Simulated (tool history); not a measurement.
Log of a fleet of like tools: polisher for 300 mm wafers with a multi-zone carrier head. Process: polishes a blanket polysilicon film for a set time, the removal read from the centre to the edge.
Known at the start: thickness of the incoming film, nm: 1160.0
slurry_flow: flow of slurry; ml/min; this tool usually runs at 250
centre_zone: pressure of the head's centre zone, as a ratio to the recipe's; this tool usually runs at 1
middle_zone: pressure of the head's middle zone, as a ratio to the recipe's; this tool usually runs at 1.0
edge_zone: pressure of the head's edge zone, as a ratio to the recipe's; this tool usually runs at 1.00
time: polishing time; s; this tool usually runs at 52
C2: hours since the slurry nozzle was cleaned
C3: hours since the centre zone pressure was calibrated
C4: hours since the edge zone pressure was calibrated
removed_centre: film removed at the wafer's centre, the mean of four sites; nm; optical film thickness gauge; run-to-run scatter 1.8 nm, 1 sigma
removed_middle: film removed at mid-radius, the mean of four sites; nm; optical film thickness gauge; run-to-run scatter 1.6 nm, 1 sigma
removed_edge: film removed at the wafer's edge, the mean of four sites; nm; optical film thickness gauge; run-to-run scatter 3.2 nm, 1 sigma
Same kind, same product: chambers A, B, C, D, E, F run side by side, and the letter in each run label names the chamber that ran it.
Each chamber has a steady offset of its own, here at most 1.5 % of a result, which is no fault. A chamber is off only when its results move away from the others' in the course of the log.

-- day=0.121 chamber F: worn pad replaced by a new one
-- day=0.162 chamber C: worn pad replaced by a new one
run 1A day=0.250 | slurry_flow=250 centre_zone=1 middle_zone=1.0 edge_zone=1.00 time=52 | wafers_polished_on_this_pad=280 C2=321.0 C3=571.0 C4=278.0 | removed_centre=253.14 removed_middle=251.56 removed_edge=248.07
run 2D day=0.408 | slurry_flow=250 centre_zone=1 middle_zone=1.0 edge_zone=1.00 time=52 | wafers_polished_on_this_pad=653 C2=209.3 C3=388.5 C4=238.5 | removed_centre=252.64 removed_middle=247.40 removed_edge=253.54
-- day=0.421 chamber D: worn pad replaced by a new one
run 3C day=0.638 | slurry_flow=250 centre_zone=1 middle_zone=1.0 edge_zone=1.00 time=52 | wafers_polished_on_this_pad=176 C2=377.7 C3=609.7 C4=504.9 | removed_centre=250.24 removed_middle=248.53 removed_edge=257.40
run 4F day=0.900 | slurry_flow=250 centre_zone=1 middle_zone=1.0 edge_zone=1.00 time=52 | wafers_polished_on_this_pad=290 C2=219.4 C3=1118.0 C4=842.3 | removed_centre=253.97 removed_middle=249.39 removed_edge=250.14
run 5E day=1.017 | slurry_flow=250 centre_zone=1 middle_zone=1.0 edge_zone=1.00 time=52 | wafers_polished_on_this_pad=550 C2=80.3 C3=392.3 C4=31.0 | removed_centre=250.41 removed_middle=243.64 removed_edge=250.83
-- day=1.229 chamber F: slurry nozzle cleaned
run 6B day=1.288 | slurry_flow=250 centre_zone=1 middle_zone=1.0 edge_zone=1.00 time=52 | wafers_polished_on_this_pad=633 C2=127.7 C3=432.1 C4=405.8 | removed_centre=255.93 removed_middle=246.23 removed_edge=253.65
run 7D day=1.446 | slurry_flow=250 centre_zone=1 middle_zone=1.0 edge_zone=1.00 time=52 | wafers_polished_on_this_pad=382 C2=234.2 C3=413.4 C4=263.4 | removed_centre=252.78 removed_middle=248.46 removed_edge=255.00
run 8C day=1.571 | slurry_flow=250 centre_zone=1 middle_zone=1.0 edge_zone=1.00 time=52 | wafers_polished_on_this_pad=524 C2=400.1 C3=632.1 C4=527.3 | removed_centre=246.22 removed_middle=249.72 removed_edge=256.45
run 9E day=1.833 | slurry_flow=250 centre_zone=1 middle_zone=0.9 edge_zone=1.00 time=52 | wafers_polished_on_this_pad=853 C2=99.9 C3=411.9 C4=50.6 | removed_centre=248.20 removed_middle=221.65 removed_edge=249.14
run 10F day=2.017 | slurry_flow=250 centre_zone=1 middle_zone=0.9 edge_zone=1.00 time=52 | wafers_polished_on_this_pad=705 C2=18.9 C3=1144.8 C4=869.1 | removed_centre=250.97 removed_middle=226.54 removed_edge=249.57
-- day=2.058 chamber A: edge zone pressure recalibrated
-- day=2.075 chamber D: worn pad replaced by a new one
run 11A day=2.242 | slurry_flow=250 centre_zone=1 middle_zone=0.9 edge_zone=1.00 time=52 | wafers_polished_on_this_pad=1021 C2=368.8 C3=618.8 C4=4.5 | removed_centre=253.86 removed_middle=228.03 removed_edge=244.83
-- day=2.300 chamber C: slurry nozzle cleaned
run 12B day=2.454 | slurry_flow=250 centre_zone=1 middle_zone=0.9 edge_zone=1.00 time=52 | wafers_polished_on_this_pad=1067 C2=155.7 C3=460.1 C4=433.8 | removed_centre=249.05 removed_middle=227.04 removed_edge=252.97
run 13E day=2.583 | slurry_flow=250 centre_zone=1 middle_zone=0.9 edge_zone=1.00 time=52 | wafers_polished_on_this_pad=1132 C2=117.9 C3=429.9 C4=68.6 | removed_centre=247.99 removed_middle=222.92 removed_edge=248.47
-- day=2.688 chamber C: worn pad replaced by a new one
run 14A day=2.796 | slurry_flow=250 centre_zone=1 middle_zone=0.9 edge_zone=1.00 time=52 | wafers_polished_on_this_pad=1227 C2=382.1 C3=632.1 C4=17.8 | removed_centre=249.11 removed_middle=227.27 removed_edge=247.58
-- day=2.800 chamber B: worn pad replaced by a new one
run 15B day=2.946 | slurry_flow=250 centre_zone=1 middle_zone=1.0 edge_zone=1.00 time=52 | wafers_polished_on_this_pad=54 C2=167.5 C3=471.9 C4=445.6 | removed_centre=253.73 removed_middle=247.69 removed_edge=249.70
-- day=3.071 chamber F: centre zone pressure recalibrated
run 16C day=3.150 | slurry_flow=250 centre_zone=1 middle_zone=1.0 edge_zone=1.00 time=52 | wafers_polished_on_this_pad=173 C2=20.5 C3=670.0 C4=565.2 | removed_centre=248.93 removed_middle=251.85 removed_edge=254.79
-- day=3.279 chamber F: worn pad replaced by a new one
-- day=3.321 chamber E: worn pad replaced by a new one
run 17F day=3.325 | slurry_flow=250 centre_zone=1 middle_zone=1.0 edge_zone=1.00 time=52 | wafers_polished_on_this_pad=18 C2=50.3 C3=6.1 C4=900.5 | removed_centre=248.89 removed_middle=248.31 removed_edge=254.70
-- day=3.475 chamber A: worn pad replaced by a new one
run 18D day=3.525 | slurry_flow=250 centre_zone=1 middle_zone=1.0 edge_zone=1.00 time=52 | wafers_polished_on_this_pad=540 C2=284.1 C3=463.3 C4=313.3 | removed_centre=254.52 removed_middle=245.67 removed_edge=246.97
run 19B day=3.788 | slurry_flow=250 centre_zone=1 middle_zone=1.0 edge_zone=1.00 time=52 | wafers_polished_on_this_pad=367 C2=187.7 C3=492.1 C4=465.8 | removed_centre=251.58 removed_middle=246.09 removed_edge=255.89
-- day=3.962 chamber D: worn pad replaced by a new one
run 20E day=4.029 | slurry_flow=250 centre_zone=1 middle_zone=1.0 edge_zone=1.00 time=52 | wafers_polished_on_this_pad=264 C2=152.6 C3=464.6 C4=103.3 | removed_centre=246.45 removed_middle=239.62 removed_edge=241.93
run 21A day=4.171 | slurry_flow=250 centre_zone=1 middle_zone=1.0 edge_zone=1.00 time=52 | wafers_polished_on_this_pad=259 C2=415.1 C3=665.1 C4=50.8 | removed_centre=251.74 removed_middle=251.27 removed_edge=243.74
-- day=4.250 chamber C: edge zone pressure recalibrated
run 22D day=4.400 | slurry_flow=250 centre_zone=1 middle_zone=1.0 edge_zone=1.00 time=52 | wafers_polished_on_this_pad=163 C2=305.1 C3=484.3 C4=334.3 | removed_centre=250.68 removed_middle=246.49 removed_edge=246.10
run 23F day=4.625 | slurry_flow=250 centre_zone=1 middle_zone=1.0 edge_zone=0.89 time=52 | wafers_polished_on_this_pad=502 C2=81.5 C3=37.3 C4=931.7 | removed_centre=250.81 removed_middle=246.06 removed_edge=240.14
run 24C day=4.742 | slurry_flow=250 centre_zone=1 middle_zone=1.0 edge_zone=0.89 time=52 | wafers_polished_on_this_pad=765 C2=58.7 C3=708.2 C4=11.9 | removed_centre=253.51 removed_middle=251.02 removed_edge=236.32
-- day=4.867 chamber C: worn pad replaced by a new one
run 25C day=4.979 | slurry_flow=250 centre_zone=1 middle_zone=1.0 edge_zone=0.89 time=52 | wafers_polished_on_this_pad=43 C2=64.4 C3=713.9 C4=17.6 | removed_centre=249.44 removed_middle=250.93 removed_edge=237.55
run 26D day=5.171 | slurry_flow=250 centre_zone=1 middle_zone=1.0 edge_zone=0.89 time=52 | wafers_polished_on_this_pad=450 C2=323.6 C3=502.8 C4=352.8 | removed_centre=252.17 removed_middle=246.28 removed_edge=236.56
run 27B day=5.404 | slurry_flow=250 centre_zone=1 middle_zone=1.0 edge_zone=0.89 time=52 | wafers_polished_on_this_pad=969 C2=226.5 C3=530.9 C4=504.6 | removed_centre=251.11 removed_middle=249.87 removed_edge=237.15
run 28F day=5.550 | slurry_flow=250 centre_zone=1 middle_zone=1.0 edge_zone=0.89 time=52 | wafers_polished_on_this_pad=846 C2=103.7 C3=59.5 C4=953.9 | removed_centre=251.69 removed_middle=246.67 removed_edge=240.25
-- day=5.562 chamber C: centre zone pressure recalibrated
-- day=5.662 chamber D: worn pad replaced by a new one
run 29E day=5.775 | slurry_flow=250 centre_zone=1 middle_zone=1.0 edge_zone=1.00 time=52 | wafers_polished_on_this_pad=914 C2=194.5 C3=506.5 C4=145.2 | removed_centre=238.93 removed_middle=236.44 removed_edge=243.24
run 30A day=5.946 | slurry_flow=250 centre_zone=1 middle_zone=1.0 edge_zone=1.00 time=52 | wafers_polished_on_this_pad=920 C2=457.7 C3=707.7 C4=93.4 | removed_centre=251.68 removed_middle=248.47 removed_edge=247.44
run 31A day=6.138 | slurry_flow=250 centre_zone=1 middle_zone=1.0 edge_zone=1.00 time=52 | wafers_polished_on_this_pad=991 C2=462.3 C3=712.3 C4=98.0 | removed_centre=249.12 removed_middle=251.24 removed_edge=253.39
-- day=6.262 chamber B: worn pad replaced by a new one
run 32B day=6.392 | slurry_flow=250 centre_zone=1 middle_zone=1.0 edge_zone=1.00 time=52 | wafers_polished_on_this_pad=49 C2=250.2 C3=554.6 C4=528.3 | removed_centre=254.48 removed_middle=250.02 removed_edge=250.91
-- day=6.592 chamber F: worn pad replaced by a new one
run 33C day=6.621 | slurry_flow=250 centre_zone=1 middle_zone=1.0 edge_zone=1.00 time=52 | wafers_polished_on_this_pad=653 C2=103.8 C3=25.5 C4=57.0 | removed_centre=247.97 removed_middle=248.63 removed_edge=250.30
-- day=6.692 chamber A: worn pad replaced by a new one
-- day=6.821 chamber E: worn pad replaced by a new one
run 34E day=6.821 | slurry_flow=250 centre_zone=1 middle_zone=1.0 edge_zone=1.00 time=52 | wafers_polished_on_this_pad=0 C2=219.6 C3=531.6 C4=170.3 | removed_centre=236.11 removed_middle=235.63 removed_edge=239.58
run 35F day=6.946 | slurry_flow=250 centre_zone=1 middle_zone=1.0 edge_zone=1.00 time=52 | wafers_polished_on_this_pad=132 C2=137.2 C3=93.0 C4=987.4 | removed_centre=251.19 removed_middle=249.91 removed_edge=248.96
run 36D day=7.208 | slurry_flow=250 centre_zone=1 middle_zone=1.0 edge_zone=1.00 time=52 | wafers_polished_on_this_pad=576 C2=372.5 C3=551.7 C4=401.7 | removed_centre=250.61 removed_middle=246.83 removed_edge=248.55
run 37A day=7.383 | slurry_flow=250 centre_zone=1 middle_zone=1.0 edge_zone=1.00 time=52 | wafers_polished_on_this_pad=258 C2=492.2 C3=742.2 C4=127.9 | removed_centre=250.50 removed_middle=250.23 removed_edge=250.84
run 38F day=7.638 | slurry_flow=250 centre_zone=1 middle_zone=1.0 edge_zone=1.00 time=46 | wafers_polished_on_this_pad=390 C2=153.8 C3=109.6 C4=1004.0 | removed_centre=222.58 removed_middle=218.27 removed_edge=220.05

Each of the 6 chambers runs these same settings next. Fill in every chamber's results:
run 39A day=7.833 | slurry_flow=310 centre_zone=1 middle_zone=1.0 edge_zone=1.00 time=52 | removed_centre=? removed_middle=? removed_edge=?
run 39B day=7.833 | slurry_flow=310 centre_zone=1 middle_zone=1.0 edge_zone=1.00 time=52 | removed_centre=? removed_middle=? removed_edge=?
run 39C day=7.833 | slurry_flow=310 centre_zone=1 middle_zone=1.0 edge_zone=1.00 time=52 | removed_centre=? removed_middle=? removed_edge=?
run 39D day=7.833 | slurry_flow=310 centre_zone=1 middle_zone=1.0 edge_zone=1.00 time=52 | removed_centre=? removed_middle=? removed_edge=?
run 39E day=7.833 | slurry_flow=310 centre_zone=1 middle_zone=1.0 edge_zone=1.00 time=52 | removed_centre=? removed_middle=? removed_edge=?
run 39F day=7.833 | slurry_flow=310 centre_zone=1 middle_zone=1.0 edge_zone=1.00 time=52 | removed_centre=? removed_middle=? removed_edge=?

run=39A removed_centre=259.37 removed_middle=255.04 removed_edge=253.75
run=39B removed_centre=256.11 removed_middle=256.68 removed_edge=256.57
run=39C removed_centre=252.52 removed_middle=256.03 removed_edge=250.88
run=39D removed_centre=257.93 removed_middle=254.30 removed_edge=251.87
run=39E removed_centre=241.36 removed_middle=241.48 removed_edge=238.62
run=39F removed_centre=255.17 removed_middle=254.55 removed_edge=260.10
